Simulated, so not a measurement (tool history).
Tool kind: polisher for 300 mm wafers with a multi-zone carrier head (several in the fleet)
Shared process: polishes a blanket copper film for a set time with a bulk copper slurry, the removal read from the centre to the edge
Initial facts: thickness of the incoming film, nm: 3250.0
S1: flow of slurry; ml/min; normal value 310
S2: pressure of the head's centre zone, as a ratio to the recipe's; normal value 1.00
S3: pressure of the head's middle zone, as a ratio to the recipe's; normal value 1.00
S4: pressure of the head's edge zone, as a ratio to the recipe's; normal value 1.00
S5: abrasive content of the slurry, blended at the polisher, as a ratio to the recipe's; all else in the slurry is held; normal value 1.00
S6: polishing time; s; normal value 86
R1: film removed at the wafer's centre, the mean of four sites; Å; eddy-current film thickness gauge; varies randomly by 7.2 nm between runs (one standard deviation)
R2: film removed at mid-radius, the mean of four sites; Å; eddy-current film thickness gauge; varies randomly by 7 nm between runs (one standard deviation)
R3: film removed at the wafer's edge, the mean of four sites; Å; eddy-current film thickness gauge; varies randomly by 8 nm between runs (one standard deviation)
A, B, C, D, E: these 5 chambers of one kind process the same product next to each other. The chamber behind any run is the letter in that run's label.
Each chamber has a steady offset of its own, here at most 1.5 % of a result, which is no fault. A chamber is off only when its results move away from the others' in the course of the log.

{"run": "1C", "hour": 3.7, "S1": 310, "S2": 1.0, "S3": 1.0, "S4": 1.0, "S5": 1.0, "S6": 86, "R1": 6013.0, "R2": 5914.4, "R3": 5923.3}
{"run": "2D", "hour": 7.6, "S1": 310, "S2": 1.0, "S3": 1.0, "S4": 1.0, "S5": 1.0, "S6": 86, "R1": 5872.8, "R2": 5878.8, "R3": 5847.7}
{"run": "3B", "hour": 12.6, "S1": 310, "S2": 1.0, "S3": 1.0, "S4": 1.0, "S5": 1.0, "S6": 86, "R1": 5989.4, "R2": 5978.7, "R3": 6085.2}
{"hour": 14.1, "done": "chamber A: edge zone pressure recalibrated"}
{"run": "4A", "hour": 17.8, "S1": 310, "S2": 1.0, "S3": 1.0, "S4": 1.0, "S5": 1.0, "S6": 86, "R1": 6009.2, "R2": 5961.1, "R3": 5996.9}
{"run": "5E", "hour": 23.9, "S1": 310, "S2": 1.0, "S3": 1.0, "S4": 1.0, "S5": 0.75, "S6": 86, "R1": 5459.3, "R2": 5627.7, "R3": 5651.2}
{"run": "6B", "hour": 28.1, "S1": 310, "S2": 1.0, "S3": 1.0, "S4": 1.0, "S5": 0.75, "S6": 86, "R1": 5661.0, "R2": 5597.4, "R3": 5534.1}
{"run": "7E", "hour": 33.7, "S1": 310, "S2": 1.0, "S3": 1.0, "S4": 1.0, "S5": 0.75, "S6": 86, "R1": 5509.4, "R2": 5679.3, "R3": 5424.3}
{"run": "8A", "hour": 39.2, "S1": 310, "S2": 1.0, "S3": 1.0, "S4": 1.0, "S5": 0.75, "S6": 86, "R1": 5622.1, "R2": 5512.7, "R3": 5657.7}
{"run": "9D", "hour": 44.7, "S1": 310, "S2": 1.0, "S3": 1.0, "S4": 1.0, "S5": 0.75, "S6": 86, "R1": 5651.6, "R2": 5699.9, "R3": 5737.2}
{"run": "10C", "hour": 50.6, "S1": 310, "S2": 1.0, "S3": 1.0, "S4": 1.0, "S5": 1.0, "S6": 86, "R1": 5913.5, "R2": 5917.1, "R3": 5955.5}
{"hour": 55.3, "done": "chamber D: worn pad replaced by a new one"}
{"run": "11A", "hour": 56.2, "S1": 310, "S2": 1.0, "S3": 1.0, "S4": 1.0, "S5": 1.0, "S6": 86, "R1": 5950.1, "R2": 5812.0, "R3": 6047.4}
{"run": "12E", "hour": 61.4, "S1": 310, "S2": 1.0, "S3": 1.0, "S4": 1.0, "S5": 1.0, "S6": 86, "R1": 5913.9, "R2": 5898.2, "R3": 5909.5}
{"hour": 67.3, "done": "chamber C: worn pad replaced by a new one"}
{"run": "13B", "hour": 67.4, "S1": 310, "S2": 1.0, "S3": 1.0, "S4": 1.0, "S5": 1.0, "S6": 86, "R1": 6125.8, "R2": 5940.4, "R3": 5819.8}
{"run": "14C", "hour": 73.7, "S1": 310, "S2": 1.0, "S3": 1.0, "S4": 1.0, "S5": 1.0, "S6": 86, "R1": 5955.8, "R2": 5808.4, "R3": 5966.1}
{"run": "15D", "hour": 76.9, "S1": 310, "S2": 1.0, "S3": 1.0, "S4": 1.0, "S5": 1.0, "S6": 86, "R1": 5917.0, "R2": 5878.7, "R3": 5948.7}
{"hour": 78.0, "done": "chamber E: worn pad replaced by a new one"}
{"run": "16B", "hour": 82.9, "S1": 310, "S2": 1.0, "S3": 1.0, "S4": 1.0, "S5": 1.0, "S6": 112, "R1": 8021.6, "R2": 7708.1, "R3": 7777.0}
{"hour": 86.5, "done": "chamber E: slurry nozzle cleaned"}
{"run": "17E", "hour": 89.2, "S1": 310, "S2": 1.0, "S3": 1.0, "S4": 1.0, "S5": 1.0, "S6": 112, "R1": 7519.4, "R2": 7750.9, "R3": 7655.8}
{"run": "18D", "hour": 93.8, "S1": 310, "S2": 1.0, "S3": 1.0, "S4": 1.0, "S5": 1.0, "S6": 112, "R1": 7686.3, "R2": 7664.2, "R3": 7898.6}
{"run": "19C", "hour": 100.6, "S1": 310, "S2": 1.0, "S3": 1.0, "S4": 1.0, "S5": 1.0, "S6": 112, "R1": 7700.1, "R2": 7684.2, "R3": 7703.0}
{"run": "20A", "hour": 105.0, "S1": 310, "S2": 1.0, "S3": 1.0, "S4": 1.0, "S5": 1.0, "S6": 112, "R1": 7504.3, "R2": 7687.4, "R3": 7666.0}
{"run": "21E", "hour": 110.3, "S1": 310, "S2": 1.0, "S3": 1.0, "S4": 1.08, "S5": 1.0, "S6": 86, "R1": 5879.6, "R2": 5945.6, "R3": 6087.2}
{"hour": 110.7, "done": "chamber B: worn pad replaced by a new one"}
{"run": "22D", "hour": 114.9, "S1": 310, "S2": 1.0, "S3": 1.0, "S4": 1.08, "S5": 1.0, "S6": 86, "R1": 5871.0, "R2": 5873.2, "R3": 6169.8}
{"run": "23A", "hour": 120.6, "S1": 310, "S2": 1.0, "S3": 1.0, "S4": 1.08, "S5": 1.0, "S6": 86, "R1": 5789.8, "R2": 5826.0, "R3": 6307.0}
{"run": "24B", "hour": 124.9, "S1": 310, "S2": 1.0, "S3": 1.0, "S4": 1.08, "S5": 1.0, "S6": 86, "R1": 6076.7, "R2": 5927.5, "R3": 6099.0}
{"run": "25C", "hour": 130.7, "S1": 310, "S2": 1.0, "S3": 1.0, "S4": 1.08, "S5": 1.0, "S6": 86, "R1": 5812.2, "R2": 5772.3, "R3": 6065.1}
{"run": "26A", "hour": 134.4, "S1": 310, "S2": 1.0, "S3": 1.0, "S4": 1.0, "S5": 1.0, "S6": 86, "R1": 5836.1, "R2": 5821.8, "R3": 5941.4}
{"hour": 135.5, "done": "chamber E: edge zone pressure recalibrated"}
{"run": "27C", "hour": 138.1, "S1": 310, "S2": 1.0, "S3": 1.0, "S4": 0.88, "S5": 0.85, "S6": 86, "R1": 5769.8, "R2": 5687.0, "R3": 5270.4}
{"run": "28B", "hour": 141.4, "S1": 310, "S2": 1.0, "S3": 1.0, "S4": 0.88, "S5": 0.85, "S6": 86, "R1": 5845.5, "R2": 5630.1, "R3": 5436.1}
{"run": "29E", "hour": 146.3, "S1": 310, "S2": 1.0, "S3": 1.0, "S4": 0.88, "S5": 0.85, "S6": 86, "R1": 5658.8, "R2": 5760.8, "R3": 5215.4}
{"run": "30D", "hour": 150.4, "S1": 310, "S2": 1.0, "S3": 1.0, "S4": 0.88, "S5": 0.85, "S6": 86, "R1": 5719.9, "R2": 5886.1, "R3": 5272.2}
{"hour": 151.1, "done": "chamber C: worn pad replaced by a new one"}
{"hour": 151.9, "done": "chamber A: worn pad replaced by a new one"}
{"hour": 154.0, "done": "chamber B: slurry nozzle cleaned"}
{"run": "31A", "hour": 154.7, "S1": 310, "S2": 1.0, "S3": 1.0, "S4": 0.88, "S5": 0.85, "S6": 86, "R1": 5713.3, "R2": 5719.5, "R3": 5358.7}
{"run": "32C", "hour": 157.8, "S1": 410, "S2": 1.0, "S3": 0.93, "S4": 1.0, "S5": 1.0, "S6": 86, "R1": 6199.6, "R2": 5641.2, "R3": 6046.8}
{"run": "33B", "hour": 162.5, "S1": 410, "S2": 1.0, "S3": 0.93, "S4": 1.0, "S5": 1.0, "S6": 86, "R1": 6138.6, "R2": 5690.7, "R3": 5951.6}
{"run": "34E", "hour": 166.3, "S1": 410, "S2": 1.0, "S3": 0.93, "S4": 1.0, "S5": 1.0, "S6": 86, "R1": 5826.7, "R2": 5696.0, "R3": 5978.4}
{"run": "35D", "hour": 171.5, "S1": 410, "S2": 1.0, "S3": 0.93, "S4": 1.0, "S5": 1.0, "S6": 86, "R1": 6161.1, "R2": 5751.7, "R3": 6020.1}
{"run": "36D", "hour": 176.2, "S1": 410, "S2": 1.0, "S3": 0.93, "S4": 1.0, "S5": 1.0, "S6": 86, "R1": 6124.3, "R2": 5608.4, "R3": 5950.5}
{"run": "37E", "hour": 181.6, "S1": 415, "S2": 1.0, "S3": 1.0, "S4": 1.0, "S5": 1.0, "S6": 86, "R1": 6076.4, "R2": 6011.1, "R3": 6040.3}
{"run": "38A", "hour": 185.9, "S1": 415, "S2": 1.0, "S3": 1.0, "S4": 1.0, "S5": 1.0, "S6": 86, "R1": 6019.7, "R2": 5913.5, "R3": 6063.4}
{"run": "39B", "hour": 189.5, "S1": 415, "S2": 1.0, "S3": 1.0, "S4": 1.0, "S5": 1.0, "S6": 86, "R1": 6180.2, "R2": 6144.6, "R3": 5897.4}
{"hour": 189.8, "done": "chamber E: worn pad replaced by a new one"}
{"run": "40C", "hour": 193.6, "S1": 415, "S2": 1.0, "S3": 1.0, "S4": 1.0, "S5": 1.0, "S6": 86, "R1": 6206.4, "R2": 5965.8, "R3": 5975.2}
{"run": "41D", "hour": 200.0, "S1": 415, "S2": 1.0, "S3": 1.0, "S4": 1.0, "S5": 1.0, "S6": 86, "R1": 6050.6, "R2": 6071.0, "R3": 6020.3}
{"hour": 200.4, "done": "chamber C: edge zone pressure recalibrated"}
{"run": "42E", "hour": 203.9, "S1": 310, "S2": 1.0, "S3": 1.0, "S4": 1.0, "S5": 1.0, "S6": 86, "R1": 5983.8, "R2": 5981.0, "R3": 5734.4}
{"run": "43C", "hour": 209.4, "S1": 310, "S2": 1.0, "S3": 1.0, "S4": 1.0, "S5": 1.0, "S6": 86, "R1": 5935.4, "R2": 5786.0, "R3": 5966.6}

Is one chamber out of step, is the gauge drifting, or do the chambers differ by no more than their own small offsets? For an off chamber, give its letter and the likeliest cause.

Nothing is wrong: each chamber keeps only its own small, steady offset and the gauge holds still.
